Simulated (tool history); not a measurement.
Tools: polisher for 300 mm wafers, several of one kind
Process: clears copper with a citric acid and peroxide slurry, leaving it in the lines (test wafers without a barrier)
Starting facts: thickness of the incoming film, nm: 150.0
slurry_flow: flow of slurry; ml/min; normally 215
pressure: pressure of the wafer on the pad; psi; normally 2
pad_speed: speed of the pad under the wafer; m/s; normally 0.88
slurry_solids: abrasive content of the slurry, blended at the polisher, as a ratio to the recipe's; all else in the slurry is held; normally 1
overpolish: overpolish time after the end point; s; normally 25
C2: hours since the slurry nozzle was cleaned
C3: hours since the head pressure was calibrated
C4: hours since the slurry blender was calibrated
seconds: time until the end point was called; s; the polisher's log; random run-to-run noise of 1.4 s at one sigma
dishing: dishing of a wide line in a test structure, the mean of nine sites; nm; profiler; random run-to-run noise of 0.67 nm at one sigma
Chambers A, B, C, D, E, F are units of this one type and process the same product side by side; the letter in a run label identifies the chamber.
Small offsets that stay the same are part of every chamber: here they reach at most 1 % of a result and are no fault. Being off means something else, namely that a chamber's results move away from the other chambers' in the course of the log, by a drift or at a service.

Run 1F, hour 5.8: usual settings; wafers polished on this pad 576; C2 165.5; C3 247.1; C4 112.3. Result: seconds 97.927 s, dishing 26.735 nm.
At hour 7.7: chamber E: slurry blender recalibrated.
Run 2C, hour 13: usual settings; wafers polished on this pad 783; C2 77.6; C3 412.8; C4 119.6. Result: seconds 96.081 s, dishing 26.508 nm.
Run 3B, hour 19.7: usual settings; wafers polished on this pad 756; C2 436.1; C3 159.2; C4 32.1. Result: seconds 97.49 s, dishing 27.647 nm.
At hour 21.9: chamber B: worn pad replaced by a new one.
Run 4A, hour 28.5: usual settings; wafers polished on this pad 423; C2 138; C3 906.2; C4 165. Result: seconds 96.924 s, dishing 26.972 nm.
Run 5E, hour 34.3: usual settings; wafers polished on this pad 850; C2 344.9; C3 338.4; C4 26.6. Result: seconds 99.693 s, dishing 26.601 nm.
At hour 37.3: chamber A: slurry blender recalibrated.
Run 6D, hour 38.8: usual settings; wafers polished on this pad 612; C2 200.4; C3 427; C4 45.7. Result: seconds 100.39 s, dishing 27.491 nm.
Run 7A, hour 47.5: usual settings; wafers polished on this pad 519; C2 157; C3 925.2; C4 10.2. Result: seconds 97.659 s, dishing 25.853 nm.
At hour 48.2: chamber F: worn pad replaced by a new one.
Run 8C, hour 52.2: usual settings; wafers polished on this pad 982; C2 116.8; C3 452; C4 158.8. Result: seconds 97.528 s, dishing 27.541 nm.
Run 9F, hour 57.2: usual settings; wafers polished on this pad 45; C2 216.9; C3 298.5; C4 163.7. Result: seconds 97.251 s, dishing 26.975 nm.
Run 10B, hour 65.9: usual settings; wafers polished on this pad 223; C2 482.3; C3 205.4; C4 78.3. Result: seconds 97.426 s, dishing 25.995 nm.
At hour 70: chamber E: worn pad replaced by a new one.
Run 11E, hour 71.3: usual settings; wafers polished on this pad 6; C2 381.9; C3 375.4; C4 63.6. Result: seconds 99.766 s, dishing 27.201 nm.
Run 12D, hour 79.7: usual settings; wafers polished on this pad 819; C2 241.3; C3 467.9; C4 86.6. Result: seconds 98.588 s, dishing 26.665 nm.
Run 13A, hour 85.7: usual settings; wafers polished on this pad 713; C2 195.2; C3 963.4; C4 48.4. Result: seconds 98.865 s, dishing 26.441 nm.
Run 14D, hour 91.6: usual settings; wafers polished on this pad 879; C2 253.2; C3 479.8; C4 98.5. Result: seconds 99.676 s, dishing 28.464 nm.
At hour 95: chamber F: slurry blender recalibrated.
Run 15B, hour 100.8: usual settings; wafers polished on this pad 400; C2 517.2; C3 240.3; C4 113.2. Result: seconds 97.17 s, dishing 26.769 nm.
At hour 105.4: chamber C: slurry blender recalibrated.
Run 16C, hour 105.9: usual settings; wafers polished on this pad 1254; C2 170.5; C3 505.7; C4 0.5. Result: seconds 100.17 s, dishing 27.158 nm.
At hour 107.1: chamber F: slurry nozzle cleaned.
Run 17F, hour 111.2: usual settings but pressure 2.5 psi, slurry_solids 0.85; wafers polished on this pad 319; C2 4.1; C3 352.5; C4 16.2. Result: seconds 80.834 s, dishing 32.792 nm.
Run 18E, hour 116.1: usual settings but pressure 2.5 psi, slurry_solids 0.85; wafers polished on this pad 234; C2 426.7; C3 420.2; C4 108.4. Result: seconds 81.673 s, dishing 33.411 nm.
Run 19F, hour 124.7: usual settings but pressure 2.5 psi, slurry_solids 0.85; wafers polished on this pad 388; C2 17.6; C3 366; C4 29.7. Result: seconds 80.028 s, dishing 32.447 nm.
At hour 125.9: chamber D: worn pad replaced by a new one.
At hour 130.7: chamber D: head pressure recalibrated.
Run 20E, hour 131.3: usual settings but pressure 2.5 psi, slurry_solids 0.85; wafers polished on this pad 311; C2 441.9; C3 435.4; C4 123.6. Result: seconds 82.349 s, dishing 32.025 nm.
At hour 132.7: chamber C: slurry nozzle cleaned.
Run 21A, hour 137.1: usual settings but pressure 2.5 psi, slurry_solids 0.85; wafers polished on this pad 974; C2 246.6; C3 1014.8; C4 99.8. Result: seconds 83.797 s, dishing 32.161 nm.
At hour 138.6: chamber E: slurry blender recalibrated.
Run 22C, hour 142.7: usual settings but pressure 2.5 psi, slurry_solids 0.85; wafers polished on this pad 1441; C2 10.1; C3 542.5; C4 37.3. Result: seconds 85.846 s, dishing 31.203 nm.
Run 23D, hour 151.7: usual settings; wafers polished on this pad 131; C2 313.3; C3 21; C4 158.6. Result: seconds 96.331 s, dishing 28.239 nm.
Run 24B, hour 155.9: usual settings; wafers polished on this pad 679; C2 572.3; C3 295.4; C4 168.3. Result: seconds 99.429 s, dishing 27.984 nm.
At hour 156.1: chamber B: head pressure recalibrated.
Run 25C, hour 162.6: usual settings; wafers polished on this pad 1542; C2 30; C3 562.4; C4 57.2. Result: seconds 103.09 s, dishing 26.38 nm.
At hour 165.6: chamber E: slurry nozzle cleaned.
Run 26B, hour 168.3: usual settings; wafers polished on this pad 742; C2 584.7; C3 12.2; C4 180.7. Result: seconds 97.821 s, dishing 27.98 nm.
At hour 172.2: chamber B: worn pad replaced by a new one.
Run 27A, hour 177.1: usual settings; wafers polished on this pad 1176; C2 286.6; C3 1054.8; C4 139.8. Result: seconds 98.419 s, dishing 25.812 nm.
Run 28D, hour 186.2: usual settings; wafers polished on this pad 306; C2 347.8; C3 55.5; C4 193.1. Result: seconds 97.097 s, dishing 27.81 nm.
At hour 190.3: chamber F: worn pad replaced by a new one.
Run 29F, hour 195.7: usual settings; wafers polished on this pad 27; C2 88.6; C3 437; C4 100.7. Result: seconds 97.606 s, dishing 27.981 nm.
Run 30E, hour 204.3: usual settings; wafers polished on this pad 681; C2 38.7; C3 508.4; C4 65.8. Result: seconds 100.77 s, dishing 27.16 nm.
Run 31C, hour 210.6: usual settings; wafers polished on this pad 1785; C2 78; C3 610.4; C4 105.2. Result: seconds 104.28 s, dishing 25.757 nm.
Run 32F, hour 218.7: usual settings; wafers polished on this pad 144; C2 111.6; C3 460; C4 123.7. Result: seconds 100.13 s, dishing 25.935 nm.
At hour 218.8: chamber A: slurry blender recalibrated.
Run 33E, hour 227.5: usual settings; wafers polished on this pad 798; C2 61.9; C3 531.6; C4 89. Result: seconds 101.67 s, dishing 27.22 nm.
Run 34A, hour 235.8: usual settings; wafers polished on this pad 1474; C2 345.3; C3 1113.5; C4 17.1. Result: seconds 97.162 s, dishing 27.293 nm.
Run 35B, hour 242.1: usual settings; wafers polished on this pad 354; C2 658.5; C3 86; C4 254.5. Result: seconds 97.25 s, dishing 28.767 nm.
Run 36D, hour 249.2: usual settings; wafers polished on this pad 625; C2 410.8; C3 118.5; C4 256.1. Result: seconds 96.797 s, dishing 27.659 nm.
Run 37C, hour 254.3: usual settings; wafers polished on this pad 2006; C2 121.7; C3 654.1; C4 148.9. Result: seconds 108.55 s, dishing 25.503 nm.
Run 38E, hour 263.2: usual settings; wafers polished on this pad 979; C2 97.6; C3 567.3; C4 124.7. Result: seconds 99.054 s, dishing 25.874 nm.

For the next run the whole fleet of 6 chambers uses the same settings. Give each chamber's results:
Run 39A, hour 270: usual settings but slurry_solids 1.1. Result: seconds ?, dishing ?.
Run 39B, hour 270: usual settings but slurry_solids 1.1. Result: seconds ?, dishing ?.
Run 39C, hour 270: usual settings but slurry_solids 1.1. Result: seconds ?, dishing ?.
Run 39D, hour 270: usual settings but slurry_solids 1.1. Result: seconds ?, dishing ?.
Run 39E, hour 270: usual settings but slurry_solids 1.1. Result: seconds ?, dishing ?.
Run 39F, hour 270: usual settings but slurry_solids 1.1. Result: seconds ?, dishing ?.

run  seconds  dishing
39A   96.024   28.048
39B   94.122   27.662
39C   104.18   24.181
39D   95.088    27.82
39E   96.216    28.15
39F    97.41   28.905
